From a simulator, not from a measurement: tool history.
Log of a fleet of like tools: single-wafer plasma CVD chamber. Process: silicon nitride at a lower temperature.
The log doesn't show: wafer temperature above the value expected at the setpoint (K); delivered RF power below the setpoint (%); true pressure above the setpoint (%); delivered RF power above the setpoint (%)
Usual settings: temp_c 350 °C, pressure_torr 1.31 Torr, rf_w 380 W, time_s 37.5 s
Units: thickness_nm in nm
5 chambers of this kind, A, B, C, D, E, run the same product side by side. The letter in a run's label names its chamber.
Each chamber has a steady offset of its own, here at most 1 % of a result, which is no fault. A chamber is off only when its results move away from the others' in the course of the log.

run     day  temp_c  pressure_torr  rf_w  time_s  hours since the last thermocouple change  hours since the last RF generator calibration  hours since the last manometer calibration  read-back reference wafer on the same gauge, thickness_nm  thickness_nm
      0.008  -- chamber A: capacitance manometer re-zeroed and calibrated
 1A   0.329     350           1.31   380    37.5                                    2488.4                                          191.7                                         7.7                                                     46.106        48.424
 2D   0.667     350           1.31   380    37.5                                     713.0                                          698.7                                      1017.3                                                     46.079        48.880
 3E   1.158     350           1.31   380    37.5                                     430.7                                         1497.0                                      1347.9                                                     46.079        48.563
 4C   1.479     350           1.31   380    37.5                                     484.1                                          280.3                                       362.3                                                     46.072        48.510
 5B   1.833     350           1.31   380    37.5                                    1156.7                                           73.5                                       810.5                                                     46.070        48.098
 6C   2.133     350           1.31   380    37.5                                     499.8                                          296.0                                       378.0                                                     46.054        48.699
 7A   2.483     350           1.31   380    37.5                                    2540.1                                          243.4                                        59.4                                                     46.046        48.384
 8E   3.021     350           1.31   380    37.5                                     475.4                                         1541.7                                      1392.6                                                     46.043        48.558
 9D   3.583     350           1.31   380    37.5                                     783.0                                          768.7                                      1087.3                                                     46.035        48.915
10B   3.862     350           1.31   380    30.9                                    1205.4                                          122.2                                       859.2                                                     46.029        39.672
11E   4.138     350           1.31   380    30.9                                     502.2                                         1568.5                                      1419.4                                                     46.009        39.922
12A   4.458     350           1.31   380    30.9                                    2587.5                                          290.8                                       106.8                                                     46.008        39.884
13D   4.742     350           1.31   380    30.9                                     810.8                                          796.5                                      1115.1                                                     46.000        40.335
14B   5.033     350           1.31   380    30.9                                    1233.5                                          150.3                                       887.3                                                     45.995        39.561
15C   5.604     350           1.31   380    37.5                                     583.1                                          379.3                                       461.3                                                     45.986        48.477
16D   5.888     350           1.31   380    37.5                                     838.3                                          824.0                                      1142.6                                                     45.983        48.837
17C   6.300     350           1.31   380    37.5                                     599.8                                          396.0                                       478.0                                                     45.971        48.567
18E   6.600     350           1.31   380    31.5                                     561.3                                         1627.6                                      1478.5                                                     45.976        40.724
19A   6.988     350           1.31   380    31.5                                    2648.2                                          351.5                                       167.5                                                     45.949        40.557
20B   7.538     350           1.31   380    31.5                                    1293.6                                          210.4                                       947.4                                                     45.955        40.301
21B   7.817     350           1.31   380    31.5                                    1300.3                                          217.1                                       954.1                                                     45.942        40.252
22A   8.121     350           1.31   380    31.5                                    2675.4                                          378.7                                       194.7                                                     45.929        40.470
23E   8.471     350           1.31   380    37.5                                     606.2                                         1672.5                                      1523.4                                                     45.922        48.308
24D   8.750     350           1.31   380    37.5                                     907.0                                          892.7                                      1211.3                                                     45.926        48.840
25C   9.150     350           1.31   380    37.5                                     668.2                                          464.4                                       546.4                                                     45.923        48.439
26B   9.679     350           1.31   380    37.5                                    1345.0                                          261.8                                       998.8                                                     45.913        47.908
27E  10.088     350           1.31   380    37.5                                     645.0                                         1711.3                                      1562.2                                                     45.878        48.357
28C  10.567     350           1.31   380    37.5                                     702.2                                          498.4                                       580.4                                                     45.885        48.466
29D  11.038     350           1.31   380    37.5                                     961.9                                          947.6                                      1266.2                                                     45.858        48.822
30A  11.392     350           1.31   380    37.5                                    2753.9                                          457.2                                       273.2                                                     45.878        48.181

What goes on in this fleet: one chamber off, a drifting gauge, or nothing beyond the chambers' own small offsets? Name the chamber and the cause, if any.

The gauge drifts, so all chambers seem to drift together. No chamber is off.
Cause: gauge reads low (%) = 0.514.
